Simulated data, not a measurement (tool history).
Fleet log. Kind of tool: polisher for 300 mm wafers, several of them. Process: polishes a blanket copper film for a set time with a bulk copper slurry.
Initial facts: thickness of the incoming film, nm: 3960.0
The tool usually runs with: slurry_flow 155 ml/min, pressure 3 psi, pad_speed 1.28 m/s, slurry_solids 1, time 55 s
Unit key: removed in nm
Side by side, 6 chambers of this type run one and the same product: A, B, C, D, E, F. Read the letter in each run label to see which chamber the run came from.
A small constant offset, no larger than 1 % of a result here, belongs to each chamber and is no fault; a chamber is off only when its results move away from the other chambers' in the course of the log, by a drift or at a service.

run   hour  slurry_flow  pressure  pad_speed  slurry_solids  time  removed
 1F    4.9          155         3       1.28              1    55   819.02
       8.4  -- chamber E: worn pad replaced by a new one
 2D    9.5          155         3       1.28              1    55   823.47
 3B   18.2          155         3       1.28              1    55   813.65
 4A   27.5          155         3       1.28              1    55    820.6
      28.2  -- chamber B: worn pad replaced by a new one
 5C   36.6          155         3       1.28              1    55   818.99
 6E   45.5          175         3       1.28              1    55   830.41
 7A   55.2          175         3       1.28              1    55   835.31
      59.4  -- chamber A: worn pad replaced by a new one
 8C   64.3          175         3       1.28              1    55   834.07
 9D   70.3          175         3       1.28              1    55   844.68
      72.9  -- chamber C: slurry blender recalibrated
10B     77          175         3       1.28              1    55   850.87
      79.4  -- chamber F: slurry blender recalibrated
      82.1  -- chamber C: worn pad replaced by a new one
11F   82.3          175         3       1.28              1    55   843.43
12E   89.2          155         3       1.28              1    55    820.3
      93.7  -- chamber F: worn pad replaced by a new one
13A   94.2          155         3       1.28              1    55   807.47
      96.9  -- chamber D: worn pad replaced by a new one
14C  101.1          155         3       1.28              1    55   824.45
15E  110.9          155         3       1.28              1    55   831.45
16F    116          155         3       1.28              1    55   817.45
     119.6  -- chamber E: worn pad replaced by a new one
17B    126          155         3       1.28              1    49   720.94
     127.3  -- chamber A: head pressure recalibrated
18D  130.9          155         3       1.28              1    49   741.01
     131.5  -- chamber A: worn pad replaced by a new one
19A  137.9          155         3       1.28              1    49   655.74
     140.1  -- chamber B: worn pad replaced by a new one
20B  147.6          155         3       1.28              1    49   720.36
21C  154.6          155         3       1.28              1    49   734.14
22E  160.8          155         3       1.28              1    49   723.86
     167.3  -- chamber D: slurry blender recalibrated
23D  169.6          155         3       1.28              1    55   838.09
24F  178.1          155         3       1.28            0.9    55   801.69
25F    185          155         3       1.28            0.9    55   811.33
     187.5  -- chamber C: slurry nozzle cleaned
26E  190.5          155         3       1.28            0.9    55   799.58
27D  196.4          155         3       1.28            0.9    55   822.15
     205.4  -- chamber B: slurry blender recalibrated
     206.1  -- chamber D: worn pad replaced by a new one
28A  206.3          155         3       1.28            0.9    55   707.05
     213.4  -- chamber A: slurry blender recalibrated
29C  216.4          155         3       1.28            0.9    55   808.14
     217.6  -- chamber A: worn pad replaced by a new one
     223.9  -- chamber C: worn pad replaced by a new one
30B  224.7          155         3       1.28              1    55   829.07
31E  229.4          155         3       1.28              1    55    823.9
     232.4  -- chamber E: worn pad replaced by a new one
32B  236.2          155         3       1.28              1    55   825.02
33C  245.6          110         3       1.28              1    55   748.46
     253.1  -- chamber F: slurry nozzle cleaned
34A  255.7          110         3       1.28              1    55   674.77
     257.8  -- chamber B: worn pad replaced by a new one
     260.4  -- chamber F: worn pad replaced by a new one
35F  262.3          110         3       1.28              1    55   751.37
36D  267.6          110         3       1.28              1    55   763.68
37E  273.9          110         3       1.28              1    55   771.41
38A  281.1          110         3       1.28              1    55   671.01
39D  290.7          155         3       1.28              1    55   837.84
40B  299.4          155         3       1.28              1    55   823.82
41F  304.8          155         3       1.28              1    55   820.84

Is one chamber off against the others, does the gauge drift, or is nothing wrong? If a chamber is off, say which, and what the likeliest cause is.

After it was serviced, chamber A no longer matches the other chambers.
Cause: head's pressure below its setpoint, % = 10.5.

Chamber A could run next with any of the 4 candidate recipes listed below; each alters the usual settings, and their results appear as question marks. Which one brings its results back in line with what the other chambers deliver on the usual settings?
A result is in line if it is within this distance of the other chambers' mean on the usual settings: removed 42 nm
42A-1  312.2          155       2.9       1.22              1    53        ?
42A-2  312.2          160         3       1.28           1.05    66        ?
42A-3  312.2          155         3       1.36              1    58        ?
42A-4  312.2          155         3       1.04              1    55        ?

What the other chambers average on the usual settings: removed 822.82 nm
  run  removed
42A-1    646.5
42A-2    889.3
42A-3   817.62
42A-4   590.32
42A-3 is the one that brings the chamber's results back in line with the other chambers.
